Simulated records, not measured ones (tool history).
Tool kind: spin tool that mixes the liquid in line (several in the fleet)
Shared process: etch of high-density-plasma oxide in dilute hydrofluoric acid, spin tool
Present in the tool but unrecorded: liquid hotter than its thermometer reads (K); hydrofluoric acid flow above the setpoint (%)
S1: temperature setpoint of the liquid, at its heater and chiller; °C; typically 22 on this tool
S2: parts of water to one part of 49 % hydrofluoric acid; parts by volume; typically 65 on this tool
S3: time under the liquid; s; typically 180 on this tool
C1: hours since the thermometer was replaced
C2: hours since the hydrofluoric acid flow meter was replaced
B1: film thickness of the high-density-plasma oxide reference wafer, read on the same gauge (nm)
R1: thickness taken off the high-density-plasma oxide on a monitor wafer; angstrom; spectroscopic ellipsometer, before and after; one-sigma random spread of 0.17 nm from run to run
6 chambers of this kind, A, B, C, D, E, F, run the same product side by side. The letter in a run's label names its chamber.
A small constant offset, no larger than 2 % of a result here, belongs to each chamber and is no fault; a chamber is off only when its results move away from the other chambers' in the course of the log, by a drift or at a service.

run 1D day=0.492 | S1=22 S2=65 S3=180 | C1=294 C2=253.8 | B1=100 | R1=198.13
run 2C day=1.029 | S1=22 S2=65 S3=180 | C1=2408.1 C2=384.9 | B1=99.977 | R1=204.45
run 3A day=1.396 | S1=22 S2=65 S3=180 | C1=414.6 C2=152.4 | B1=100.01 | R1=199.69
-- day=1.604 chamber B: hydrofluoric acid flow meter replaced
-- day=1.725 chamber C: thermometer replaced
run 4F day=1.833 | S1=22 S2=65 S3=180 | C1=360.2 C2=1149.3 | B1=100.02 | R1=202.31
run 5E day=2.096 | S1=22 S2=65 S3=180 | C1=2304.4 C2=1995.4 | B1=100.03 | R1=197.27
run 6B day=2.65 | S1=22 S2=65 S3=180 | C1=706.6 C2=25.2 | B1=99.981 | R1=203.59
run 7E day=3.042 | S1=22 S2=65 S3=285 | C1=2327.1 C2=2018.1 | B1=100 | R1=312.86
run 8C day=3.438 | S1=22 S2=65 S3=285 | C1=41.1 C2=442.7 | B1=100.04 | R1=320.21
run 9D day=3.971 | S1=22 S2=65 S3=285 | C1=377.5 C2=337.3 | B1=100 | R1=321.05
run 10B day=4.433 | S1=22 S2=65 S3=285 | C1=749.4 C2=68 | B1=100.01 | R1=325.17
run 11A day=4.946 | S1=22 S2=65 S3=285 | C1=499.8 C2=237.6 | B1=99.992 | R1=323.8
run 12F day=5.271 | S1=22 S2=65 S3=285 | C1=442.7 C2=1231.8 | B1=100.04 | R1=317.43
run 13F day=5.767 | S1=22 S2=65 S3=180 | C1=454.6 C2=1243.7 | B1=99.998 | R1=204.35
run 14A day=6.267 | S1=22 S2=65 S3=180 | C1=531.5 C2=269.3 | B1=99.985 | R1=202.94
run 15E day=6.633 | S1=19.5 S2=65 S3=180 | C1=2413.3 C2=2104.3 | B1=100.01 | R1=177.56
run 16C day=7.221 | S1=19.5 S2=65 S3=180 | C1=131.9 C2=533.5 | B1=100.01 | R1=180.86
run 17D day=7.7 | S1=19.5 S2=65 S3=180 | C1=467 C2=426.8 | B1=99.981 | R1=185.82
run 18B day=8.204 | S1=19.5 S2=65 S3=180 | C1=839.9 C2=158.5 | B1=100 | R1=183.29
run 19D day=8.55 | S1=19.5 S2=65 S3=180 | C1=487.4 C2=447.2 | B1=99.977 | R1=187.58
run 20C day=8.95 | S1=19.5 S2=65 S3=180 | C1=173.4 C2=575 | B1=100.02 | R1=177.61
run 21F day=9.321 | S1=22 S2=65 S3=180 | C1=539.9 C2=1329 | B1=99.996 | R1=199.09
run 22B day=9.671 | S1=22 S2=65 S3=180 | C1=875.1 C2=193.7 | B1=100 | R1=204.42
run 23E day=10.029 | S1=22 S2=65 S3=180 | C1=2494.8 C2=2185.8 | B1=100 | R1=198.95
run 24A day=10.533 | S1=22 S2=65 S3=180 | C1=633.9 C2=371.7 | B1=99.999 | R1=200.49
run 25B day=10.883 | S1=22 S2=65 S3=180 | C1=904.2 C2=222.8 | B1=99.989 | R1=199.78
run 26F day=11.162 | S1=22 S2=65 S3=180 | C1=584.1 C2=1373.2 | B1=100.03 | R1=203.51
run 27C day=11.567 | S1=22 S2=90 S3=180 | C1=236.2 C2=637.8 | B1=99.982 | R1=140.91
run 28D day=12.121 | S1=22 S2=90 S3=180 | C1=573.1 C2=532.9 | B1=100.01 | R1=147.3
-- day=12.567 chamber E: hydrofluoric acid flow meter replaced
run 29A day=12.646 | S1=22 S2=90 S3=180 | C1=684.6 C2=422.4 | B1=100.01 | R1=140.86
run 30E day=13.025 | S1=22 S2=90 S3=180 | C1=2566.7 C2=11 | B1=100.02 | R1=137.13
run 31A day=13.571 | S1=22 S2=90 S3=180 | C1=706.8 C2=444.6 | B1=100 | R1=138.4
run 32B day=13.892 | S1=22 S2=90 S3=180 | C1=976.4 C2=295 | B1=99.986 | R1=141.78
run 33E day=14.396 | S1=22 S2=65 S3=180 | C1=2599.6 C2=43.9 | B1=99.995 | R1=196.58
run 34D day=14.817 | S1=22 S2=65 S3=180 | C1=637.8 C2=597.6 | B1=100 | R1=213.76
run 35C day=15.379 | S1=22 S2=65 S3=180 | C1=327.7 C2=729.3 | B1=100.02 | R1=201.9
run 36F day=15.9 | S1=22 S2=65 S3=180 | C1=697.8 C2=1486.9 | B1=99.998 | R1=201.97
run 37A day=16.171 | S1=22 S2=65 S3=180 | C1=769.2 C2=507 | B1=99.994 | R1=198.99
run 38D day=16.688 | S1=22 S2=65 S3=180 | C1=682.7 C2=642.5 | B1=100 | R1=218.32
run 39B day=17.262 | S1=22 S2=75 S3=275 | C1=1057.3 C2=375.9 | B1=99.986 | R1=269.35

Does one chamber stand apart from the rest, does the shared gauge drift, or is all well apart from small per-chamber offsets? Give the chamber and the most likely cause, where there is one.

Little by little, chamber D moves away from the other chambers.
What lies behind it: hydrofluoric acid flow above the setpoint (%) = 7.99.
It could be hard to tell apart here from: liquid hotter than its thermometer reads (K).

Which of the 4 candidates below, each the usual settings with something changed and its results left as question marks, puts chamber D back in line with what the other chambers give on the usual settings?
Allowed miss from the other chambers' usual-settings mean, per result, to count as in line: R1 5.9 angstrom
run 40D-1 day=17.692 | S1=22 S2=65 S3=175 | R1=?
run 40D-2 day=17.692 | S1=22 S2=65 S3=185 | R1=?
run 40D-3 day=17.692 | S1=20 S2=65 S3=180 | R1=?
run 40D-4 day=17.692 | S1=22 S2=65 S3=195 | R1=?

What the other chambers average on the usual settings: R1 201.08 angstrom
run=40D-1 R1=212.23
run=40D-2 R1=224.36
run=40D-3 R1=200.79
run=40D-4 R1=236.48
It is 40D-3 that realigns the chamber with its peers.
